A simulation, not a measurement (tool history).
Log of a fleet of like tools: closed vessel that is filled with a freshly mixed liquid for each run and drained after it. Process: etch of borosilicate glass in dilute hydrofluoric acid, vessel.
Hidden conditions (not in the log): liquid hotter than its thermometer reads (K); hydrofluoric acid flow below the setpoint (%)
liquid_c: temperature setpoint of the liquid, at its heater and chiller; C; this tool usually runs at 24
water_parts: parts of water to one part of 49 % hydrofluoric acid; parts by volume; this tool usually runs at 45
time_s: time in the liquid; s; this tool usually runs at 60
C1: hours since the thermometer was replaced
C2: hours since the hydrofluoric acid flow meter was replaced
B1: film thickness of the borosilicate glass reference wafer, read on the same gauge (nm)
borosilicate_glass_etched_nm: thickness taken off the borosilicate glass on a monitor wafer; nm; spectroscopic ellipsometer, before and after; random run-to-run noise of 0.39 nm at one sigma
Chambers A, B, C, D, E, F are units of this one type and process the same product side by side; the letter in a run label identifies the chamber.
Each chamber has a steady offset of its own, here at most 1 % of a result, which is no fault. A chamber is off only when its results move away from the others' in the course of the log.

Run 1E, hour 2.1: usual settings; C1 784.2; C2 1413.5; B1 30.005. Result: borosilicate_glass_etched_nm 38.923 nm.
Run 2F, hour 6.9: usual settings; C1 897.5; C2 1047.9; B1 29.999. Result: borosilicate_glass_etched_nm 40.258 nm.
Run 3B, hour 11.2: usual settings; C1 684.1; C2 133.2; B1 29.987. Result: borosilicate_glass_etched_nm 39.512 nm.
Run 4D, hour 14.3: usual settings; C1 275.8; C2 870; B1 30.015. Result: borosilicate_glass_etched_nm 39.495 nm.
At hour 16.3: chamber E: hydrofluoric acid flow meter replaced.
Run 5A, hour 18.2: usual settings; C1 249.6; C2 646.3; B1 29.989. Result: borosilicate_glass_etched_nm 39.816 nm.
Run 6C, hour 22.3: usual settings; C1 450.8; C2 756.4; B1 30.015. Result: borosilicate_glass_etched_nm 38.894 nm.
Run 7B, hour 24.9: usual settings; C1 697.8; C2 146.9; B1 30.007. Result: borosilicate_glass_etched_nm 40.219 nm.
Run 8D, hour 28.1: usual settings; C1 289.6; C2 883.8; B1 29.993. Result: borosilicate_glass_etched_nm 39.77 nm.
Run 9A, hour 30.4: usual settings; C1 261.8; C2 658.5; B1 30.011. Result: borosilicate_glass_etched_nm 39.902 nm.
Run 10E, hour 34.4: usual settings; C1 816.5; C2 18.1; B1 29.993. Result: borosilicate_glass_etched_nm 39.708 nm.
Run 11F, hour 36.6: usual settings but liquid_c 22.5 C; C1 927.2; C2 1077.6; B1 30.024. Result: borosilicate_glass_etched_nm 37.637 nm.
Run 12C, hour 40: usual settings but liquid_c 22.5 C; C1 468.5; C2 774.1; B1 29.981. Result: borosilicate_glass_etched_nm 37.204 nm.
Run 13D, hour 42.5: usual settings but liquid_c 22.5 C; C1 304; C2 898.2; B1 29.983. Result: borosilicate_glass_etched_nm 37.248 nm.
Run 14F, hour 46.4: usual settings but liquid_c 22.5 C; C1 937; C2 1087.4; B1 29.985. Result: borosilicate_glass_etched_nm 37.052 nm.
Run 15A, hour 48.6: usual settings but liquid_c 22.5 C; C1 280; C2 676.7; B1 30.015. Result: borosilicate_glass_etched_nm 37.418 nm.
Run 16C, hour 51.9: usual settings but liquid_c 22.5 C; C1 480.4; C2 786; B1 30.001. Result: borosilicate_glass_etched_nm 37.762 nm.
Run 17E, hour 54.1: usual settings; C1 836.2; C2 37.8; B1 29.987. Result: borosilicate_glass_etched_nm 39.537 nm.
Run 18B, hour 57.6: usual settings; C1 730.5; C2 179.6; B1 29.984. Result: borosilicate_glass_etched_nm 40.402 nm.
Run 19D, hour 62.2: usual settings; C1 323.7; C2 917.9; B1 29.998. Result: borosilicate_glass_etched_nm 38.899 nm.
Run 20A, hour 64.4: usual settings; C1 295.8; C2 692.5; B1 29.999. Result: borosilicate_glass_etched_nm 40.092 nm.
Run 21E, hour 67.3: usual settings but liquid_c 28.5 C, time_s 75 s; C1 849.4; C2 51; B1 29.984. Result: borosilicate_glass_etched_nm 59.735 nm.
Run 22B, hour 69.6: usual settings but liquid_c 28.5 C, time_s 75 s; C1 742.5; C2 191.6; B1 29.995. Result: borosilicate_glass_etched_nm 60.134 nm.
Run 23C, hour 72.4: usual settings but liquid_c 28.5 C, time_s 75 s; C1 500.9; C2 806.5; B1 30.007. Result: borosilicate_glass_etched_nm 59.703 nm.
Run 24F, hour 76.2: usual settings but liquid_c 28.5 C, time_s 75 s; C1 966.8; C2 1117.2; B1 30.001. Result: borosilicate_glass_etched_nm 58.648 nm.
Run 25C, hour 80.3: usual settings but liquid_c 28.5 C, time_s 75 s; C1 508.8; C2 814.4; B1 29.995. Result: borosilicate_glass_etched_nm 59.171 nm.
Run 26A, hour 84.1: usual settings but liquid_c 28.5 C, time_s 75 s; C1 315.5; C2 712.2; B1 30.005. Result: borosilicate_glass_etched_nm 59.717 nm.
Run 27F, hour 88.8: usual settings; C1 979.4; C2 1129.8; B1 30.002. Result: borosilicate_glass_etched_nm 38.777 nm.
Run 28B, hour 92.8: usual settings; C1 765.7; C2 214.8; B1 30.004. Result: borosilicate_glass_etched_nm 39.862 nm.
Run 29E, hour 96.2: usual settings; C1 878.3; C2 79.9; B1 29.997. Result: borosilicate_glass_etched_nm 39.496 nm.
At hour 98.2: chamber D: hydrofluoric acid flow meter replaced.
Run 30D, hour 100.2: usual settings but liquid_c 26.5 C; C1 361.7; C2 2.1; B1 30.035. Result: borosilicate_glass_etched_nm 44.699 nm.
Run 31D, hour 105: usual settings but liquid_c 26.5 C; C1 366.5; C2 6.9; B1 29.998. Result: borosilicate_glass_etched_nm 43.762 nm.
Run 32F, hour 107.8: usual settings but liquid_c 26.5 C; C1 998.4; C2 1148.8; B1 30.027. Result: borosilicate_glass_etched_nm 41.406 nm.
Run 33B, hour 112.3: usual settings but liquid_c 26.5 C; C1 785.2; C2 234.3; B1 29.987. Result: borosilicate_glass_etched_nm 44.252 nm.
Run 34C, hour 115.9: usual settings but liquid_c 26.5 C; C1 544.4; C2 850; B1 30.016. Result: borosilicate_glass_etched_nm 43.737 nm.
Run 35E, hour 120.4: usual settings but liquid_c 26.5 C; C1 902.5; C2 104.1; B1 30. Result: borosilicate_glass_etched_nm 43.708 nm.
Run 36A, hour 123.9: usual settings; C1 355.3; C2 752; B1 30.009. Result: borosilicate_glass_etched_nm 40.441 nm.
Run 37A, hour 127.3: usual settings; C1 358.7; C2 755.4; B1 29.994. Result: borosilicate_glass_etched_nm 40.172 nm.
Run 38F, hour 131.5: usual settings but time_s 80 s; C1 1022.1; C2 1172.5; B1 29.987. Result: borosilicate_glass_etched_nm 50.355 nm.
Run 39B, hour 136.4: usual settings but time_s 80 s; C1 809.3; C2 258.4; B1 30.015. Result: borosilicate_glass_etched_nm 53.011 nm.
Run 40C, hour 140.7: usual settings but time_s 80 s; C1 569.2; C2 874.8; B1 30. Result: borosilicate_glass_etched_nm 52.57 nm.
Run 41E, hour 144.1: usual settings but time_s 80 s; C1 926.2; C2 127.8; B1 29.999. Result: borosilicate_glass_etched_nm 51.844 nm.
Run 42D, hour 147: usual settings but time_s 80 s; C1 408.5; C2 48.9; B1 29.992. Result: borosilicate_glass_etched_nm 53.55 nm.

Next, every chamber runs the same settings. What will each give?
Run 43A, hour 150.5: usual settings but water_parts 55 parts by volume. Result: borosilicate_glass_etched_nm ?.
Run 43B, hour 150.5: usual settings but water_parts 55 parts by volume. Result: borosilicate_glass_etched_nm ?.
Run 43C, hour 150.5: usual settings but water_parts 55 parts by volume. Result: borosilicate_glass_etched_nm ?.
Run 43D, hour 150.5: usual settings but water_parts 55 parts by volume. Result: borosilicate_glass_etched_nm ?.
Run 43E, hour 150.5: usual settings but water_parts 55 parts by volume. Result: borosilicate_glass_etched_nm ?.
Run 43F, hour 150.5: usual settings but water_parts 55 parts by volume. Result: borosilicate_glass_etched_nm ?.

run  borosilicate_glass_etched_nm
43A                        32.101
43B                        32.622
43C                        32.102
43D                        32.235
43E                        32.586
43F                         30.14

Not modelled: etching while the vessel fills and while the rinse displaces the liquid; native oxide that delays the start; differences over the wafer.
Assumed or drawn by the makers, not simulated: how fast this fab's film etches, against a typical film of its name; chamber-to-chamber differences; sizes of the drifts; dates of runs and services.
